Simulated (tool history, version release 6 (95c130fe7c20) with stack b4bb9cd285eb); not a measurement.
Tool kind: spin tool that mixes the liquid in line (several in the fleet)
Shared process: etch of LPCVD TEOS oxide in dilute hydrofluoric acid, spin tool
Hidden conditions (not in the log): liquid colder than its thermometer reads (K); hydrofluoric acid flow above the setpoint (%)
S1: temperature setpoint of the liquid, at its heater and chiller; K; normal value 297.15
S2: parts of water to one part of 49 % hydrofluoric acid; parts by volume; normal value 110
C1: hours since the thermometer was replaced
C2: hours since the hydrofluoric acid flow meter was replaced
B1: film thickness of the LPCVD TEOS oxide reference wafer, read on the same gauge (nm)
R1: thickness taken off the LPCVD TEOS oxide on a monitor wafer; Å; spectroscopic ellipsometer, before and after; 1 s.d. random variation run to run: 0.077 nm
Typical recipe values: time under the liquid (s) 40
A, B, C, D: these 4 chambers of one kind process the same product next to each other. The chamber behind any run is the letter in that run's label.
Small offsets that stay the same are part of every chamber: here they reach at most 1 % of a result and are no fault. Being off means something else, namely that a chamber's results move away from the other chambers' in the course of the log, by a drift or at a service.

Run 1C, day 0.358: usual settings; C1 1801.0; C2 54.2; B1 80.013. Result: R1 93.258 Å.
Run 2A, day 0.642: usual settings; C1 385.8; C2 271.2; B1 79.992. Result: R1 96.024 Å.
Run 3B, day 0.946: usual settings; C1 3039.9; C2 523.9; B1 79.986. Result: R1 94.923 Å.
Run 4D, day 1.350: usual settings; C1 273.2; C2 218.2; B1 79.996. Result: R1 93.579 Å.
Run 5A, day 1.683: usual settings; C1 410.8; C2 296.2; B1 79.967. Result: R1 95.030 Å.
Run 6C, day 2.104: usual settings; C1 1842.9; C2 96.1; B1 79.967. Result: R1 93.555 Å.
Run 7D, day 2.425: usual settings; C1 299.0; C2 244.0; B1 80.032. Result: R1 93.775 Å.
Run 8B, day 2.883: usual settings; C1 3086.4; C2 570.4; B1 80.030. Result: R1 95.601 Å.
Run 9B, day 3.196: usual settings; C1 3093.9; C2 577.9; B1 79.997. Result: R1 96.808 Å.
At day 3.612: chamber B: thermometer replaced.
Run 10C, day 3.679: usual settings; C1 1880.7; C2 133.9; B1 80.003. Result: R1 94.109 Å.
Run 11A, day 3.933: usual settings; C1 464.8; C2 350.2; B1 80.060. Result: R1 96.033 Å.
Run 12D, day 4.246: usual settings but S2 125 parts by volume, time under the liquid (s) 15; C1 342.7; C2 287.7; B1 80.034. Result: R1 30.283 Å.
Run 13B, day 4.500: usual settings but S2 125 parts by volume, time under the liquid (s) 15; C1 21.3; C2 609.2; B1 80.000. Result: R1 31.222 Å.
Run 14C, day 4.975: usual settings but S2 125 parts by volume, time under the liquid (s) 15; C1 1911.8; C2 165.0; B1 80.033. Result: R1 30.486 Å.
Run 15D, day 5.229: usual settings but S2 125 parts by volume, time under the liquid (s) 15; C1 366.3; C2 311.3; B1 79.982. Result: R1 30.803 Å.
Run 16A, day 5.596: usual settings; C1 504.7; C2 390.1; B1 79.994. Result: R1 94.592 Å.
Run 17B, day 5.942: usual settings; C1 55.9; C2 643.8; B1 80.030. Result: R1 93.968 Å.
Run 18A, day 6.162: usual settings; C1 518.3; C2 403.7; B1 79.945. Result: R1 95.286 Å.
Run 19C, day 6.488: usual settings; C1 1948.1; C2 201.3; B1 80.006. Result: R1 93.496 Å.
Run 20D, day 6.900: usual settings; C1 406.4; C2 351.4; B1 79.985. Result: R1 94.196 Å.
Run 21D, day 7.362: usual settings; C1 417.5; C2 362.5; B1 79.982. Result: R1 95.052 Å.
Run 22C, day 7.788: usual settings; C1 1979.3; C2 232.5; B1 80.063. Result: R1 92.734 Å.
Run 23A, day 8.067: usual settings; C1 564.0; C2 449.4; B1 80.026. Result: R1 96.129 Å.
Run 24B, day 8.500: usual settings; C1 117.3; C2 705.2; B1 80.007. Result: R1 95.042 Å.
Run 25A, day 8.829: usual settings; C1 582.3; C2 467.7; B1 79.996. Result: R1 96.161 Å.
Run 26D, day 9.146: usual settings; C1 460.3; C2 405.3; B1 80.045. Result: R1 95.032 Å.
Run 27C, day 9.488: usual settings but S1 294.65 K; C1 2020.1; C2 273.3; B1 80.016. Result: R1 83.609 Å.
Run 28B, day 9.721: usual settings but S1 294.65 K; C1 146.6; C2 734.5; B1 80.065. Result: R1 86.088 Å.
At day 9.879: chamber A: hydrofluoric acid flow meter replaced.
Run 29A, day 10.129: usual settings but S1 294.65 K; C1 613.5; C2 6.0; B1 79.962. Result: R1 88.009 Å.
Run 30D, day 10.512: usual settings but S1 294.65 K; C1 493.1; C2 438.1; B1 80.055. Result: R1 83.882 Å.
Run 31B, day 10.846: usual settings; C1 173.6; C2 761.5; B1 79.978. Result: R1 95.316 Å.
Run 32C, day 11.217: usual settings; C1 2061.6; C2 314.8; B1 80.003. Result: R1 91.981 Å.
Run 33B, day 11.612: usual settings but S1 299.15 K, S2 90 parts by volume; C1 192.0; C2 779.9; B1 80.008. Result: R1 130.170 Å.
Run 34D, day 11.992: usual settings but S1 299.15 K, S2 90 parts by volume; C1 528.6; C2 473.6; B1 80.020. Result: R1 126.030 Å.
Run 35A, day 12.358: usual settings but S1 299.15 K, S2 90 parts by volume; C1 667.0; C2 59.5; B1 80.034. Result: R1 130.090 Å.
Run 36C, day 12.792: usual settings but S1 299.15 K, S2 90 parts by volume; C1 2099.4; C2 352.6; B1 79.985. Result: R1 124.950 Å.
Run 37C, day 13.083: usual settings; C1 2106.4; C2 359.6; B1 80.017. Result: R1 94.722 Å.
Run 38D, day 13.358: usual settings; C1 561.4; C2 506.4; B1 80.038. Result: R1 94.776 Å.
Run 39A, day 13.592: usual settings; C1 696.6; C2 89.1; B1 79.983. Result: R1 95.223 Å.
Run 40B, day 13.829: usual settings; C1 245.2; C2 833.1; B1 79.984. Result: R1 94.340 Å.
Run 41D, day 14.046: usual settings; C1 577.9; C2 522.9; B1 80.017. Result: R1 94.025 Å.
Run 42B, day 14.471: usual settings; C1 260.6; C2 848.5; B1 80.000. Result: R1 95.526 Å.
Run 43C, day 14.892: usual settings; C1 2149.8; C2 403.0; B1 79.989. Result: R1 92.906 Å.

Has any chamber moved away from the others, gradually or after a service, or does the common gauge drift, or do the chambers differ only by their own small steady offsets? State the chamber and the most likely cause if one applies.

No chamber stands off beyond its own small offset, and the gauge holds steady.
